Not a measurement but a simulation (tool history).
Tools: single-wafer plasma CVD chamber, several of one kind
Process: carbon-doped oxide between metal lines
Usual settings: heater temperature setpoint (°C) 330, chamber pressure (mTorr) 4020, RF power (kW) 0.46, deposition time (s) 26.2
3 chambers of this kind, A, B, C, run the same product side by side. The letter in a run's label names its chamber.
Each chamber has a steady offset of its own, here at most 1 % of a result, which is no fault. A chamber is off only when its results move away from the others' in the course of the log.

| run | hour | heater temperature setpoint (°C) | chamber pressure (mTorr) | RF power (kW) | deposition time (s) | read-back reference wafer on the same gauge, thickness_nm | mean film thickness on the monitor wafer (Å) |
|---|---|---|---|---|---|---|---|
| 1C | 11.4 | 330 | 4020 | 0.46 | 26.2 | 148 | 1320.8 |
| 2A | 23.3 | 330 | 4020 | 0.46 | 26.2 | 147.94 | 1316.5 |
|  | 27.6 | chamber A: thermocouple changed; heater temperature recalibrated |
| 3B | 37.2 | 330 | 4020 | 0.46 | 26.2 | 147.95 | 1313.2 |
| 4B | 47.4 | 330 | 4020 | 0.46 | 26.2 | 147.92 | 1313.6 |
| 5A | 64 | 330 | 4020 | 0.46 | 26.2 | 147.93 | 1313.4 |
|  | 70.3 | chamber A: capacitance manometer re-zeroed and calibrated |
| 6C | 79 | 330 | 4020 | 0.46 | 26.2 | 147.87 | 1322.5 |
| 7B | 93.2 | 330 | 4020 | 0.46 | 26.2 | 147.83 | 1312.5 |
| 8C | 104.7 | 330 | 4020 | 0.46 | 26.2 | 147.8 | 1321.3 |
| 9A | 117 | 330 | 4020 | 0.46 | 26.2 | 147.77 | 1313.9 |
| 10B | 127 | 330 | 4020 | 0.46 | 26.2 | 147.71 | 1312.8 |
| 11A | 134.5 | 330 | 4020 | 0.535 | 21.2 | 147.77 | 1175.1 |
|  | 148.3 | chamber B: capacitance manometer re-zeroed and calibrated |
| 12C | 150.2 | 330 | 4020 | 0.535 | 21.2 | 147.68 | 1175.3 |
| 13A | 160.8 | 330 | 4020 | 0.535 | 21.2 | 147.65 | 1173.7 |
| 14C | 170.1 | 321 | 4020 | 0.46 | 26.2 | 147.7 | 1362.8 |
| 15B | 185.5 | 321 | 4020 | 0.46 | 26.2 | 147.71 | 1353.9 |
| 16B | 197.5 | 321 | 4020 | 0.46 | 26.2 | 147.67 | 1353.2 |
| 17A | 208.2 | 330 | 4020 | 0.46 | 29.2 | 147.57 | 1458.6 |
| 18C | 216.9 | 330 | 4020 | 0.46 | 29.2 | 147.69 | 1468.7 |
| 19A | 226.1 | 330 | 4020 | 0.46 | 29.2 | 147.58 | 1463.6 |
| 20C | 236.7 | 330 | 4020 | 0.545 | 23.9 | 147.58 | 1338.9 |
| 21B | 248.4 | 330 | 4020 | 0.545 | 23.9 | 147.54 | 1334.1 |
| 22C | 258.6 | 330 | 4020 | 0.545 | 23.9 | 147.57 | 1336.4 |
| 23A | 267.2 | 336 | 4020 | 0.46 | 26.2 | 147.58 | 1287.1 |
| 24B | 280.7 | 336 | 4020 | 0.46 | 26.2 | 147.54 | 1281.2 |
| 25B | 290.2 | 336 | 4020 | 0.46 | 26.2 | 147.52 | 1285 |
| 26C | 298.1 | 330 | 4020 | 0.46 | 26.2 | 147.52 | 1315 |
| 27A | 307.7 | 330 | 4020 | 0.46 | 26.2 | 147.45 | 1311.5 |
| 28B | 322.3 | 330 | 4020 | 0.46 | 26.2 | 147.46 | 1307.4 |
| 29A | 332.5 | 330 | 4020 | 0.46 | 26.2 | 147.42 | 1311.3 |
| 30C | 342.5 | 330 | 4020 | 0.46 | 26.2 | 147.4 | 1316 |
| 31C | 350.9 | 330 | 4020 | 0.405 | 26.2 | 147.33 | 1201.6 |
| 32A | 360.4 | 330 | 4020 | 0.405 | 26.2 | 147.4 | 1195.5 |
| 33B | 374 | 330 | 4020 | 0.405 | 26.2 | 147.29 | 1190.6 |
| 34C | 381.4 | 330 | 4020 | 0.46 | 26.2 | 147.34 | 1316.7 |
| 35B | 395.9 | 330 | 4020 | 0.46 | 26.2 | 147.26 | 1305.4 |
| 36A | 408.5 | 330 | 4020 | 0.46 | 26.2 | 147.22 | 1310.5 |
| 37B | 420.4 | 330 | 4020 | 0.46 | 26.2 | 147.28 | 1305.9 |
| 38A | 431.3 | 330 | 4020 | 0.46 | 26.2 | 147.2 | 1308.6 |
| 39C | 447.8 | 330 | 4020 | 0.46 | 26.2 | 147.19 | 1313.5 |
| 40A | 462.4 | 343 | 4020 | 0.46 | 21.3 | 147.15 | 1024.5 |
| 41B | 473.4 | 343 | 4020 | 0.46 | 21.3 | 147.19 | 1021.4 |

What goes on in this fleet: one chamber off, a drifting gauge, or nothing beyond the chambers' own small offsets? Name the chamber and the cause, if any.

The gauge drifts, so all chambers seem to drift together. No chamber is off.
Cause: gauge reads low (%) = 0.584.
